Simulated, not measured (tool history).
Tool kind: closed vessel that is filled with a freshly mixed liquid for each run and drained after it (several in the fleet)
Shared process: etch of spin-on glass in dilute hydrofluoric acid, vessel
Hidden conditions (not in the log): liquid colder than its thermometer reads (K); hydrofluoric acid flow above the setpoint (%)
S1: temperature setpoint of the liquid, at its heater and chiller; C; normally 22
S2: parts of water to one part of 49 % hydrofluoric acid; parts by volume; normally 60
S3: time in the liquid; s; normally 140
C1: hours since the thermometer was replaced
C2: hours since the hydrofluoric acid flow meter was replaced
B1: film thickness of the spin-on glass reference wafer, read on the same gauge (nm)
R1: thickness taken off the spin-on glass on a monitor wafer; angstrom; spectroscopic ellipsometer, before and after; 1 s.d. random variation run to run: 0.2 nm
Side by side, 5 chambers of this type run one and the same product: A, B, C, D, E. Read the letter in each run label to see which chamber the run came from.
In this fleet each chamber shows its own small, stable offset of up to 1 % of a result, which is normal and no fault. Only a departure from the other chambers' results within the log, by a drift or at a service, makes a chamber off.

| run | hour | S1 | S2 | S3 | C1 | C2 | B1 | R1 |
|---|---|---|---|---|---|---|---|---|
| 1D | 8 | 22 | 60 | 140 | 1499.7 | 394.5 | 30.021 | 579.03 |
| 2E | 20 | 22 | 60 | 140 | 787.3 | 1317.4 | 29.984 | 577.9 |
| 3C | 29 | 22 | 60 | 140 | 1367.4 | 597.3 | 30.008 | 571.67 |
| 4B | 37.5 | 22 | 60 | 140 | 870.4 | 508.1 | 30.006 | 573.06 |
| 5A | 51.4 | 22 | 60 | 220 | 262.9 | 833.4 | 29.986 | 905.84 |
| 6A | 64.2 | 22 | 60 | 220 | 275.7 | 846.2 | 29.988 | 904.63 |
| 7E | 76.7 | 22 | 60 | 220 | 844 | 1374.1 | 29.995 | 906.68 |
| 8B | 86.7 | 22 | 60 | 220 | 919.6 | 557.3 | 30.003 | 904.65 |
| 9C | 94.3 | 22 | 60 | 220 | 1432.7 | 662.6 | 30.002 | 896.73 |
| 10D | 102.4 | 22 | 60 | 140 | 1594.1 | 488.9 | 30 | 580.77 |
| 11D | 111.2 | 22 | 60 | 140 | 1602.9 | 497.7 | 29.995 | 578.8 |
| 12B | 124.8 | 22 | 60 | 140 | 957.7 | 595.4 | 30.003 | 571.05 |
| 13A | 137.4 | 27 | 60 | 180 | 348.9 | 919.4 | 30.009 | 904.24 |
| 14E | 146.6 | 27 | 60 | 180 | 913.9 | 1444 | 30.027 | 906.98 |
| 15C | 157.6 | 27 | 60 | 180 | 1496 | 725.9 | 29.998 | 898.62 |
| 16C | 166.4 | 27 | 60 | 180 | 1504.8 | 734.7 | 29.995 | 896.51 |
| 17A | 177.7 | 27 | 60 | 180 | 389.2 | 959.7 | 30.004 | 903.95 |
| 18E | 184.4 | 22 | 60 | 140 | 951.7 | 1481.8 | 29.986 | 572.9 |
| 19D | 190.6 | 22 | 60 | 140 | 1682.3 | 577.1 | 30.008 | 576.19 |
| 20B | 200.7 | 22 | 60 | 140 | 1033.6 | 671.3 | 30.007 | 573.75 |
| 21C | 214 | 22 | 60 | 140 | 1552.4 | 782.3 | 30.001 | 573.6 |
| 22B | 223 | 20.5 | 60 | 100 | 1055.9 | 693.6 | 29.992 | 384.12 |
| 23E | 232.8 | 20.5 | 60 | 100 | 1000.1 | 1530.2 | 30.002 | 384.51 |
|  | 236 | chamber D: hydrofluoric acid flow meter replaced |
| 24A | 238.9 | 20.5 | 60 | 100 | 450.4 | 1020.9 | 29.999 | 387.43 |
| 25D | 252.1 | 20.5 | 60 | 100 | 1743.8 | 16.2 | 29.982 | 389.89 |
| 26D | 263.2 | 20.5 | 60 | 100 | 1754.9 | 27.3 | 29.999 | 386.23 |
| 27B | 276.5 | 22 | 60 | 140 | 1109.4 | 747.1 | 29.982 | 572.02 |
| 28C | 289 | 22 | 60 | 140 | 1627.4 | 857.3 | 29.991 | 571.12 |
| 29A | 299 | 19.5 | 80 | 140 | 510.5 | 1081 | 30.006 | 381.78 |
| 30E | 311.4 | 19.5 | 80 | 140 | 1078.7 | 1608.8 | 29.999 | 382.66 |
| 31B | 317.9 | 19.5 | 80 | 140 | 1150.8 | 788.5 | 30.012 | 379.48 |
| 32D | 327.6 | 19.5 | 80 | 140 | 1819.3 | 91.7 | 30.013 | 380.92 |
| 33A | 339.4 | 19.5 | 80 | 140 | 550.9 | 1121.4 | 30.007 | 382.26 |
| 34E | 348.1 | 22 | 60 | 140 | 1115.4 | 1645.5 | 30.018 | 574.53 |
| 35C | 355.4 | 22 | 60 | 140 | 1693.8 | 923.7 | 29.997 | 570.58 |
| 36D | 361.5 | 22 | 60 | 140 | 1853.2 | 125.6 | 30.002 | 579.45 |
| 37C | 368.8 | 22 | 60 | 140 | 1707.2 | 937.1 | 30.001 | 570.03 |
| 38A | 376.2 | 22 | 60 | 140 | 587.7 | 1158.2 | 30.002 | 578.5 |
| 39E | 383 | 22 | 60 | 140 | 1150.3 | 1680.4 | 29.989 | 575.36 |
| 40B | 393.1 | 22 | 60 | 140 | 1226 | 863.7 | 29.987 | 573.16 |
| 41B | 400.2 | 22 | 60 | 140 | 1233.1 | 870.8 | 30.001 | 571.49 |
| 42D | 411.7 | 22 | 60 | 140 | 1903.4 | 175.8 | 30.006 | 579.05 |

The same settings go to every chamber for the next run, one line per chamber below. Forecast the results for each:
| 43A | 421.8 | 22 | 60 | 140 |  |  |  | ? |
| 43B | 421.8 | 22 | 60 | 140 |  |  |  | ? |
| 43C | 421.8 | 22 | 60 | 140 |  |  |  | ? |
| 43D | 421.8 | 22 | 60 | 140 |  |  |  | ? |
| 43E | 421.8 | 22 | 60 | 140 |  |  |  | ? |

| run | R1 |
|---|---|
| 43A | 578.76 |
| 43B | 571.74 |
| 43C | 572.29 |
| 43D | 579.64 |
| 43E | 574.28 |
